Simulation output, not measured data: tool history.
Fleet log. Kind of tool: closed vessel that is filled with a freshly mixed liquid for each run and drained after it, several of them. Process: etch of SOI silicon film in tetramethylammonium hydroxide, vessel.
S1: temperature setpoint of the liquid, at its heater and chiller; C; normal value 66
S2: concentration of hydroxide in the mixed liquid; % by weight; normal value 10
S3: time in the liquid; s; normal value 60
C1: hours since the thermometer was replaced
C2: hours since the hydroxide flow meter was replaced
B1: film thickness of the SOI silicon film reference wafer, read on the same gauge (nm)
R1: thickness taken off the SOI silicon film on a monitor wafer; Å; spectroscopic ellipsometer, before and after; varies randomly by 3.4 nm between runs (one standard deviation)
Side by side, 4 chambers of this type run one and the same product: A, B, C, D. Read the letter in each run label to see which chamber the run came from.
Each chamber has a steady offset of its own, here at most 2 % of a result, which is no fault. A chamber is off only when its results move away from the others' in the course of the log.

run   hour  S1  S2  S3      C1      C2      B1      R1
 1A    3.9  66  10  60  1377.9  1108.4  90.005  3351.4
 2B    9.4  66  10  60   380.3    1031  89.987  3451.7
 3D   12.2  66  10  60   735.2   195.9  90.005  3327.3
      17.3  -- chamber D: thermometer replaced
 4C   17.4  66  10  60   995.4     524  89.972  3449.6
 5A   20.5  66  10  60  1394.5    1125  90.024  3360.1
 6B   25.6  66  10  60   396.5  1047.2  90.027  3398.2
 7D   30.4  66  10  60    13.1   214.1  90.007  3420.3
 8C   35.4  66  10  60  1013.4     542  89.995  3471.4
 9B     38  66  10  60   408.9  1059.6  89.988  3435.6
10C   42.8  66  10  60  1020.8   549.4  89.995  3451.1
11A   46.6  66  10  60  1420.6  1151.1  89.997  3406.6
12D   51.9  66  10  85    34.6   235.6  90.012  4779.5
13B   56.3  66  10  85   427.2  1077.9  89.969  4847.2
14D   61.5  66  10  85    44.2   245.2  89.998    4865
15C   65.2  66  10  85  1043.2   571.8  90.005  4998.3
16A   70.7  66  10  60  1444.7  1175.2  89.983  3362.8
17A   73.8  66  10  60  1447.8  1178.3  90.013  3388.7
18C     78  66  10  60    1056   584.6  89.993  3519.9
19B   82.1  66  10  60     453  1103.7  90.001  3410.3
20D   84.6  66  10  60    67.3   268.3  89.981  3432.5
21C   89.3  66  10  60  1067.3   595.9  90.004  3674.3
22A     94  66  10  60    1468  1198.5  89.993  3378.1
23B   98.3  66  10  60   469.2  1119.9  89.998  3383.3
24D  102.7  66  10  60    85.4   286.4  90.013  3457.7
25C  105.8  66  10  60  1083.8   612.4  89.996  3666.6
26B  108.8  66  10  60   479.7  1130.4  89.993  3393.1
27A  113.2  66  10  60  1487.2  1217.7  89.983  3385.2
28D  116.8  66  10  60    99.5   300.5  89.986    3430
29A    121  66  10  60    1495  1225.5   89.99    3392
30B  124.4  66  10  60   495.3    1146  89.984  3386.6
31D  128.6  66  10  60   111.3   312.3  90.003  3441.5
32C    134  66  10  60    1112   640.6  90.005  3748.9
33D  138.4  60  10  75   121.1   322.1  90.011  3002.9
34A  142.4  60  10  75  1516.4  1246.9   90.02  2908.6
35C  145.8  60  10  75  1123.8   652.4  89.997  3305.5
36B  148.3  60  10  75   519.2  1169.9  89.984  2931.9
37C  151.9  66  10  60  1129.9   658.5   90.01  3826.8
38D    155  66  10  60   137.7   338.7  89.996  3412.1
39B  159.8  66  10  60   530.7  1181.4  90.003  3373.2
40A  164.4  58  10  35  1538.4  1268.9  90.008  1193.6
41D  168.5  58  10  35   151.2   352.2  90.008  1235.5
42A  171.3  58  10  35  1545.3  1275.8      90  1230.2

Is one chamber out of step, is the gauge drifting, or do the chambers differ by no more than their own small offsets? For an off chamber, give its letter and the likeliest cause.

It is chamber C that slowly wanders off from its peers.
Cause: liquid hotter than its thermometer reads (K) = 2.09.

Chamber C could run next with any of the 4 candidate recipes listed below; each alters the usual settings, and their results appear as question marks. Which one brings its results back in line with what the other chambers deliver on the usual settings?
Counts as in line when no further than this from what the other chambers average on the usual settings: R1 120 Å
43C-1  175.4  62   10  60               ?
43C-2  175.4  66  6.5  60               ?
43C-3  175.4  65   10  55               ?
43C-4  175.4  70   10  60               ?

The mean the other chambers reach with the usual settings: R1 3405.6 Å
  run      R1
43C-1  3070.2
43C-2  4462.6
43C-3  3363.6
43C-4  4901.7
It is 43C-3 that realigns the chamber with its peers.

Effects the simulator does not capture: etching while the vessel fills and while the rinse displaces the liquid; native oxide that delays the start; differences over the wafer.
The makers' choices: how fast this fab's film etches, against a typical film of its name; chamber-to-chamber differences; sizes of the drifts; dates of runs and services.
